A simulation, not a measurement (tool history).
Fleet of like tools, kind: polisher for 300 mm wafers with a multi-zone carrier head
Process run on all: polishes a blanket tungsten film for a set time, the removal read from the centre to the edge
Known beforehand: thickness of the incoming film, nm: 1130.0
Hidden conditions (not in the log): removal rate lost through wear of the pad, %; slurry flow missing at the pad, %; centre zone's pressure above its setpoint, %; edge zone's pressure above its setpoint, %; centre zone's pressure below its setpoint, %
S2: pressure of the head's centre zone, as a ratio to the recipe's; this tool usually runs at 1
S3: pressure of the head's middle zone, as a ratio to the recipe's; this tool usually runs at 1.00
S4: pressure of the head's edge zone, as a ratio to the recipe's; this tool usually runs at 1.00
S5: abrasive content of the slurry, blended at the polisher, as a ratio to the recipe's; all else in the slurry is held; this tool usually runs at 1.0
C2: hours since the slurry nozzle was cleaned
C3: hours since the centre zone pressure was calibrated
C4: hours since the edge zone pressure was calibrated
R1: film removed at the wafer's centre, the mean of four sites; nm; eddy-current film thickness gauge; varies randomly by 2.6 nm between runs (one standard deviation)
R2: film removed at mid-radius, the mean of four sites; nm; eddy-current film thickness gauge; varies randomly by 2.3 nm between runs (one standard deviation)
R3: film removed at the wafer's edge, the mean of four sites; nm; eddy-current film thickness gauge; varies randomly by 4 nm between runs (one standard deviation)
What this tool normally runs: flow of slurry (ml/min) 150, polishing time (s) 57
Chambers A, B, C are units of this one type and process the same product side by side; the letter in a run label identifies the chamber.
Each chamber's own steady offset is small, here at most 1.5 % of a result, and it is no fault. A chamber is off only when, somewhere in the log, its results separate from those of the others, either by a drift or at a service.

At hour 6.4: chamber C: worn pad replaced by a new one.
Run 1C, hour 11.0: usual settings; wafers polished on this pad 49; C2 420.3; C3 622.9; C4 49.7. Result: R1 367.48 nm, R2 368.66 nm, R3 358.06 nm.
Run 2A, hour 22.4: usual settings; wafers polished on this pad 359; C2 240.4; C3 675.0; C4 382.0. Result: R1 369.46 nm, R2 364.96 nm, R3 368.88 nm.
Run 3B, hour 33.4: usual settings; wafers polished on this pad 1165; C2 501.5; C3 213.4; C4 77.6. Result: R1 367.28 nm, R2 360.92 nm, R3 364.43 nm.
Run 4B, hour 45.7: usual settings; wafers polished on this pad 1294; C2 513.8; C3 225.7; C4 89.9. Result: R1 367.35 nm, R2 360.71 nm, R3 363.19 nm.
Run 5C, hour 56.6: usual settings; wafers polished on this pad 526; C2 465.9; C3 668.5; C4 95.3. Result: R1 364.75 nm, R2 365.72 nm, R3 352.73 nm.
Run 6A, hour 66.7: usual settings but S3 1.07; wafers polished on this pad 823; C2 284.7; C3 719.3; C4 426.3. Result: R1 368.63 nm, R2 390.67 nm, R3 363.85 nm.
At hour 69.2: chamber B: worn pad replaced by a new one.
Run 7C, hour 74.6: usual settings but S3 1.07; wafers polished on this pad 714; C2 483.9; C3 686.5; C4 113.3. Result: R1 368.40 nm, R2 387.88 nm, R3 362.87 nm.
At hour 79.7: chamber A: worn pad replaced by a new one.
Run 8B, hour 80.7: usual settings but S3 1.07; wafers polished on this pad 121; C2 548.8; C3 260.7; C4 124.9. Result: R1 365.97 nm, R2 385.36 nm, R3 364.50 nm.
Run 9A, hour 88.5: usual settings; wafers polished on this pad 92; C2 306.5; C3 741.1; C4 448.1. Result: R1 364.83 nm, R2 364.79 nm, R3 365.68 nm.
At hour 96.6: chamber C: worn pad replaced by a new one.
Run 10A, hour 96.7: usual settings; wafers polished on this pad 178; C2 314.7; C3 749.3; C4 456.3. Result: R1 370.47 nm, R2 361.06 nm, R3 369.47 nm.
Run 11B, hour 106.1: usual settings but S4 1.11; wafers polished on this pad 387; C2 574.2; C3 286.1; C4 150.3. Result: R1 363.21 nm, R2 356.82 nm, R3 390.15 nm.
Run 12C, hour 112.8: usual settings but S4 1.11; wafers polished on this pad 169; C2 522.1; C3 724.7; C4 151.5. Result: R1 364.84 nm, R2 366.52 nm, R3 380.96 nm.
At hour 118.3: chamber A: centre zone pressure recalibrated.
Run 13A, hour 122.3: usual settings but S4 1.11; wafers polished on this pad 446; C2 340.3; C3 4.1; C4 481.9. Result: R1 395.98 nm, R2 359.89 nm, R3 386.04 nm.
Run 14B, hour 130.0: usual settings but S4 1.06; wafers polished on this pad 637; C2 598.1; C3 310.0; C4 174.2. Result: R1 366.06 nm, R2 360.00 nm, R3 386.68 nm.
Run 15C, hour 139.1: usual settings but S4 1.06; wafers polished on this pad 445; C2 548.4; C3 751.0; C4 177.8. Result: R1 366.42 nm, R2 361.79 nm, R3 367.95 nm.
At hour 140.9: chamber B: slurry nozzle cleaned.
Run 16A, hour 148.6: usual settings but S4 1.06; wafers polished on this pad 721; C2 366.6; C3 30.4; C4 508.2. Result: R1 396.28 nm, R2 363.33 nm, R3 376.98 nm.
Run 17B, hour 158.8: usual settings; wafers polished on this pad 938; C2 18.0; C3 338.8; C4 203.0. Result: R1 360.53 nm, R2 355.90 nm, R3 365.51 nm.
Run 18C, hour 170.6: usual settings but S5 0.8; wafers polished on this pad 774; C2 579.9; C3 782.5; C4 209.3. Result: R1 349.51 nm, R2 342.99 nm, R3 344.01 nm.
At hour 179.8: chamber A: worn pad replaced by a new one.
Run 19B, hour 180.5: usual settings but S5 0.8; wafers polished on this pad 1166; C2 39.7; C3 360.5; C4 224.7. Result: R1 347.36 nm, R2 340.95 nm, R3 347.48 nm.
Run 20C, hour 187.6: usual settings but S5 0.8; wafers polished on this pad 952; C2 596.9; C3 799.5; C4 226.3. Result: R1 346.70 nm, R2 352.13 nm, R3 335.73 nm.
At hour 193.2: chamber C: worn pad replaced by a new one.
At hour 194.4: chamber B: worn pad replaced by a new one.
Run 21A, hour 197.0: usual settings; wafers polished on this pad 180; C2 415.0; C3 78.8; C4 556.6. Result: R1 399.05 nm, R2 367.41 nm, R3 363.77 nm.
Run 22C, hour 206.9: usual settings but S5 0.9; wafers polished on this pad 143; C2 616.2; C3 818.8; C4 245.6. Result: R1 356.38 nm, R2 357.08 nm, R3 356.74 nm.
Run 23B, hour 216.2: usual settings but S5 0.9; wafers polished on this pad 229; C2 75.4; C3 396.2; C4 260.4. Result: R1 356.46 nm, R2 355.25 nm, R3 348.88 nm.
Run 24A, hour 225.4: usual settings but S5 0.9; wafers polished on this pad 477; C2 443.4; C3 107.2; C4 585.0. Result: R1 383.38 nm, R2 354.68 nm, R3 360.41 nm.
Run 25A, hour 234.0: usual settings; wafers polished on this pad 567; C2 452.0; C3 115.8; C4 593.6. Result: R1 393.63 nm, R2 366.69 nm, R3 366.69 nm.
Run 26C, hour 242.0: usual settings; wafers polished on this pad 510; C2 651.3; C3 853.9; C4 280.7. Result: R1 362.74 nm, R2 365.23 nm, R3 362.92 nm.
Run 27B, hour 254.5: usual settings; wafers polished on this pad 630; C2 113.7; C3 434.5; C4 298.7. Result: R1 361.69 nm, R2 358.54 nm, R3 367.82 nm.
At hour 257.6: chamber C: slurry nozzle cleaned.
Run 28C, hour 266.6: usual settings; wafers polished on this pad 768; C2 9.1; C3 878.5; C4 305.3. Result: R1 360.40 nm, R2 369.36 nm, R3 363.43 nm.
Run 29B, hour 274.2: usual settings; wafers polished on this pad 836; C2 133.4; C3 454.2; C4 318.4. Result: R1 362.88 nm, R2 361.74 nm, R3 369.55 nm.
Run 30A, hour 281.1: usual settings; wafers polished on this pad 1060; C2 499.1; C3 162.9; C4 640.7. Result: R1 393.79 nm, R2 361.62 nm, R3 369.02 nm.
At hour 282.5: chamber A: worn pad replaced by a new one.
Run 31A, hour 286.6: usual settings; wafers polished on this pad 43; C2 504.6; C3 168.4; C4 646.2. Result: R1 394.97 nm, R2 366.28 nm, R3 372.70 nm.

Is one chamber off against the others, does the gauge drift, or is nothing wrong? If a chamber is off, say which, and what the likeliest cause is.

A service left chamber A off against the others.
Likeliest cause: centre zone's pressure above its setpoint, % = 6.09.

Here are 4 candidates for chamber A's next run, each the usual settings with a change, their results left as question marks. Which one brings its results back in line with what the others give on the usual settings?
A result is in line if it is within this distance of the other chambers' mean on the usual settings: R1 9.00 nm; R2 7.90 nm; R3 14.00 nm
Run 32A-1, hour 295.5: usual settings but flow of slurry (ml/min) 145, S2 0.95, S3 1.02, S4 1.01, polishing time (s) 56. Result: R1 ?, R2 ?, R3 ?.
Run 32A-2, hour 295.5: usual settings but S2 0.98, S3 1.01, S4 1.01, polishing time (s) 56. Result: R1 ?, R2 ?, R3 ?.
Run 32A-3, hour 295.5: usual settings but S2 1.02, S3 0.99, S4 0.99, polishing time (s) 58. Result: R1 ?, R2 ?, R3 ?.
Run 32A-4, hour 295.5: usual settings but flow of slurry (ml/min) 155, S2 1.05, S3 0.98, S4 0.99, polishing time (s) 58. Result: R1 ?, R2 ?, R3 ?.

On the usual settings, the other chambers give on average: R1 365.17 nm; R2 362.58 nm; R3 362.25 nm
  run      R1      R2      R3
32A-1  364.93  361.89  360.41
32A-2  380.27  360.90  362.18
32A-3  411.24  366.81  371.25
32A-4  427.27  365.56  372.97
The answer is 32A-1, which returns the chamber to within the allowed miss of the others.

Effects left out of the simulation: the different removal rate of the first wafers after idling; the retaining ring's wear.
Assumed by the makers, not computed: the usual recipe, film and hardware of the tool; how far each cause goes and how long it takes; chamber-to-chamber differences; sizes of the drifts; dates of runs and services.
